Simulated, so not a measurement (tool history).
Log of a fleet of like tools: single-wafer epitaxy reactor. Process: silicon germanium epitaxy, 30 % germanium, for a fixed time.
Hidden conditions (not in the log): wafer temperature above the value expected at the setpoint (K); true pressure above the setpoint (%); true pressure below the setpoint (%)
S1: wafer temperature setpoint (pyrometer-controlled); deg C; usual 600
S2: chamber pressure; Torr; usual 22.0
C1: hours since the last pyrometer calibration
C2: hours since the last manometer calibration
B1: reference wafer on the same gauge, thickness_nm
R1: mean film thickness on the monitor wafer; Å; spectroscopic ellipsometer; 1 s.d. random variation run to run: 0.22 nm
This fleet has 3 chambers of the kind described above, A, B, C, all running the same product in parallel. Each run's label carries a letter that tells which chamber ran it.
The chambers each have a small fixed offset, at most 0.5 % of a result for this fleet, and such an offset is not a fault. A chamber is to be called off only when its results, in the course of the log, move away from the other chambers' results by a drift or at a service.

run,hour,S1,S2,C1,C2,B1,R1
1A,8.1,600,22.0,331.5,1539.6,68.507,613.12
2B,20.4,600,22.0,1008.0,264.7,68.462,611.37
3C,31.5,600,22.0,710.0,249.9,68.537,614.74
4A,43.9,600,22.0,367.3,1575.4,68.486,613.58
5C,49.9,600,22.0,728.4,268.3,68.532,616.62
6B,61.3,600,22.0,1048.9,305.6,68.512,611.08
7C,66.9,594,27.3,745.4,285.3,68.498,600.36
8B,73.2,594,27.3,1060.8,317.5,68.539,601.43
9A,82.4,594,27.3,405.8,1613.9,68.469,597.57
10C,91.2,600,22.0,769.7,309.6,68.561,616.56
11B,98.0,600,22.0,1085.6,342.3,68.495,612.24
12A,105.4,600,22.0,428.8,1636.9,68.515,611.12
13C,111.6,590,17.7,790.1,330.0,68.539,469.44
14A,118.1,590,17.7,441.5,1649.6,68.484,465.55
15B,127.7,590,17.7,1115.3,372.0,68.455,465.17
16B,137.0,610,22.0,1124.6,381.3,68.580,731.91
17A,146.3,610,22.0,469.7,1677.8,68.517,725.68
18C,154.2,610,22.0,832.7,372.6,68.496,737.73
19B,164.8,600,22.0,1152.4,409.1,68.550,608.97
20A,173.0,600,22.0,496.4,1704.5,68.484,610.47
21C,179.3,600,22.0,857.8,397.7,68.585,615.21
22C,191.9,600,22.0,870.4,410.3,68.527,619.20
23B,202.5,600,24.9,1190.1,446.8,68.499,637.32
24A,213.3,600,24.9,536.7,1744.8,68.527,644.72
25C,224.7,600,24.9,903.2,443.1,68.447,645.04
26B,235.8,600,22.0,1223.4,480.1,68.511,604.78
27A,246.7,600,22.0,570.1,1778.2,68.569,610.57
28A,252.5,590,27.3,575.9,1784.0,68.565,555.94
29C,264.8,590,27.3,943.3,483.2,68.545,554.37
30B,276.0,590,27.3,1263.6,520.3,68.408,550.61
31C,284.3,600,22.0,962.8,502.7,68.517,614.89
32B,293.7,593,17.9,1281.3,538.0,68.546,484.08
33A,300.8,593,17.9,624.2,1832.3,68.478,495.29
34C,311.1,593,17.9,989.6,529.5,68.522,500.52
35B,323.5,600,22.0,1311.1,567.8,68.556,597.53
36A,333.7,600,17.5,657.1,1865.2,68.511,556.41
37A,345.8,600,17.5,669.2,1877.3,68.555,556.33
38C,355.9,600,17.5,1034.4,574.3,68.521,564.34

One chamber off, gauge drift, or nothing amiss beyond the chambers' own small offsets? If it is a chamber, which one, and what is the likeliest cause?

Chamber B drifts away from the others.
Cause: true pressure below the setpoint (%) = 6.98.
With only this log, it may be confused with: wafer temperature below the value expected at the setpoint (K).

Below are 4 candidate recipes for chamber B's next run, each the usual settings with a change, their results shown as question marks. Which of them brings B's results back in line with what the other chambers give on the usual settings?
To be in line, a result may differ from the other chambers' mean on the usual settings by at most: R1 7.60 Å
39B-1,365.2,600,20.3,,,,?
39B-2,365.2,600,22.5,,,,?
39B-3,365.2,600,21.5,,,,?
39B-4,365.2,602,22.0,,,,?

Usual-settings mean across the other chambers: R1 613.41 Å
run,R1
39B-1,574.52
39B-2,599.10
39B-3,588.12
39B-4,615.58
Change 39B-4 lands the chamber within the allowed miss of the other chambers.

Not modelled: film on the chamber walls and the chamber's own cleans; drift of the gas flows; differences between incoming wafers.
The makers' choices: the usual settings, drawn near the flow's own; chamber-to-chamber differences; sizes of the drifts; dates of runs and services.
